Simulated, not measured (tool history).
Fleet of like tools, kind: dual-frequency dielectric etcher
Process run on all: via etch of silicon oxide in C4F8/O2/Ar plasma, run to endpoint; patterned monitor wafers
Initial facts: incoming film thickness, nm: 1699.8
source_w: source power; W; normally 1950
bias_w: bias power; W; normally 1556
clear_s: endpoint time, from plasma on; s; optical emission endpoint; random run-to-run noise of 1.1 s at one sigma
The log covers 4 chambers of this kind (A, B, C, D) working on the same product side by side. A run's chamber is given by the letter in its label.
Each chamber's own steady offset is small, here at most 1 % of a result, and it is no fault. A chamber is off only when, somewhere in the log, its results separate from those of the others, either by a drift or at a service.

| run | day | source_w | bias_w | clear_s |
|---|---|---|---|---|
| 1B | 0.112 | 1950 | 1556 | 361.07 |
| 2D | 0.262 | 1950 | 1556 | 363.36 |
| 3C | 0.475 | 1950 | 1556 | 365.88 |
| 4A | 0.625 | 1950 | 1556 | 359.36 |
| 5C | 0.838 | 1950 | 1556 | 365.93 |
| 6D | 1.000 | 1950 | 1556 | 364.11 |
| 7B | 1.108 | 1950 | 1556 | 360.89 |
| 8A | 1.338 | 1950 | 1556 | 358.75 |
| 9A | 1.458 | 1950 | 1368 | 374.75 |
| 10B | 1.592 | 1950 | 1368 | 372.35 |
| 11C | 1.779 | 1950 | 1368 | 379.17 |
| 12D | 1.988 | 1950 | 1368 | 373.69 |
| 13D | 2.196 | 1950 | 1556 | 361.11 |
| 14C | 2.417 | 1950 | 1556 | 365.02 |
| 15B | 2.646 | 1950 | 1556 | 360.64 |
| 16A | 2.854 | 1950 | 1556 | 360.46 |
| 17B | 3.017 | 1950 | 1369 | 372.31 |
| 18C | 3.158 | 1950 | 1369 | 379.99 |
| 19D | 3.279 | 1950 | 1369 | 374.21 |
| 20A | 3.462 | 1950 | 1369 | 373.79 |
| 21D | 3.575 | 2420 | 1556 | 331.94 |
| 22B | 3.733 | 2420 | 1556 | 330.23 |
| 23A | 3.908 | 2420 | 1556 | 329.96 |
| 24C | 4.054 | 2420 | 1556 | 335.48 |
| 25A | 4.183 | 1950 | 1556 | 359.94 |
| 26B | 4.288 | 1950 | 1556 | 360.56 |
| 27C | 4.504 | 2380 | 1556 | 336.01 |
| 28D | 4.642 | 2380 | 1556 | 333.51 |
| 29A | 4.796 | 2380 | 1556 | 331.72 |
| 30D | 4.975 | 2380 | 1556 | 333.90 |
| 31B | 5.158 | 1950 | 1556 | 361.19 |
| 32C | 5.283 | 1950 | 1556 | 366.15 |
| 33A | 5.475 | 2320 | 1556 | 336.14 |

Next, every chamber runs the same settings. What will each give?
| 34A | 5.646 | 1950 | 1556 | ? |
| 34B | 5.646 | 1950 | 1556 | ? |
| 34C | 5.646 | 1950 | 1556 | ? |
| 34D | 5.646 | 1950 | 1556 | ? |

| run | clear_s |
|---|---|
| 34A | 361.26 |
| 34B | 359.47 |
| 34C | 365.82 |
| 34D | 362.28 |

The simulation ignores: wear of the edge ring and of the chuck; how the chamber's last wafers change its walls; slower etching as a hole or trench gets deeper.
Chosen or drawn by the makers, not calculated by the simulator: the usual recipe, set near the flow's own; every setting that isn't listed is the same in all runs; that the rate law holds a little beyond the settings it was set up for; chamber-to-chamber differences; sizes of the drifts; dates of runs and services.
